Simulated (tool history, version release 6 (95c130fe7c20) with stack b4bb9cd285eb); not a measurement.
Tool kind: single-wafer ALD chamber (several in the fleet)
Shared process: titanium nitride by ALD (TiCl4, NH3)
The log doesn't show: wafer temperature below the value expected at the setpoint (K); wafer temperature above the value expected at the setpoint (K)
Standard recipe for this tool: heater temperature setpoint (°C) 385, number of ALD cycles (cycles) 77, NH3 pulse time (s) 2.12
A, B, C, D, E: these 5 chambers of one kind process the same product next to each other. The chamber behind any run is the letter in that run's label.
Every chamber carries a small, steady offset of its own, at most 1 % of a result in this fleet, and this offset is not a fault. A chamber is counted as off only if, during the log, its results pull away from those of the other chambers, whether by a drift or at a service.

run	hour	heater temperature setpoint (°C)	number of ALD cycles (cycles)	NH3 pulse time (s)	hours since the last thermocouple change	read-back reference wafer on the same gauge, thickness_nm	mean film thickness on the monitor wafer (angstrom)
1B	7.7	385	77	2.12	265	2.0111	16.679
2C	13.7	385	77	2.12	928.4	2.0091	16.574
3D	18	385	77	2.12	1320.2	2.0086	16.714
4A	23.9	385	77	2.12	179.2	2.0095	16.588
5E	31.7	385	77	2.12	885.5	2.0099	16.779
6C	39.9	385	77	2.12	954.6	2.0126	16.74
7D	47.5	385	77	2.12	1349.7	2.0066	16.682
8B	54.8	385	77	2.12	312.1	2.0107	16.863
9E	62.4	385	77	2.12	916.2	2.0104	16.872
10A	67.3	385	77	2.12	222.6	2.0116	16.815
11C	75.3	385	77	2.12	990	2.0099	16.782
12B	80.3	385	64	2.12	337.6	2.0078	13.799
13A	85.5	385	64	2.12	240.8	2.0103	13.881
14D	92.7	385	64	2.12	1394.9	2.0092	13.902
15E	99.8	385	64	2.12	953.6	2.0095	14.07
16A	108.4	385	64	2.12	263.7	2.0093	13.808
17C	113.8	385	77	2.12	1028.5	2.0087	16.673
18E	118.5	385	77	2.12	972.3	2.0129	16.655
19D	123.9	385	77	2.12	1426.1	2.01	16.708
20B	129.2	385	77	2.12	386.5	2.0092	16.764
21B	136.4	385	77	2.12	393.7	2.0111	16.701
22A	144.4	385	77	2.12	299.7	2.0125	16.752
23E	150.5	385	77	2.12	1004.3	2.0101	16.709
24C	159.2	385	77	2.12	1073.9	2.0114	16.691
25D	166.4	385	77	2.12	1468.6	2.0119	16.675
26D	171.4	385	77	2.12	1473.6	2.0099	16.779
27E	176.8	385	77	2.12	1030.6	2.0107	16.697
28B	184.8	385	77	2.12	442.1	2.0094	16.679
29C	193.3	385	77	2.12	1108	2.0118	16.672
30A	197.3	385	77	2.12	352.6	2.0087	16.699
31D	205.7	385	77	2.12	1507.9	2.0079	16.704
32B	212.8	385	90	2.12	470.1	2.0123	19.621
33C	217.3	385	90	2.12	1132	2.0106	19.448
34E	221.6	385	90	2.12	1075.4	2.0095	19.559
35A	227.8	385	90	2.12	383.1	2.0112	19.606
36B	233.1	385	90	2.12	490.4	2.0092	19.672
37E	240.9	385	77	2.12	1094.7	2.0111	16.756
38D	247.7	385	77	2.12	1549.9	2.0107	16.648

Next, every chamber runs the same settings. What will each give?
39A	253.9	385	77	2.12			?
39B	253.9	385	77	2.12			?
39C	253.9	385	77	2.12			?
39D	253.9	385	77	2.12			?
39E	253.9	385	77	2.12			?

run	mean film thickness on the monitor wafer (angstrom)
39A	16.651
39B	16.69
39C	16.733
39D	16.741
39E	16.772

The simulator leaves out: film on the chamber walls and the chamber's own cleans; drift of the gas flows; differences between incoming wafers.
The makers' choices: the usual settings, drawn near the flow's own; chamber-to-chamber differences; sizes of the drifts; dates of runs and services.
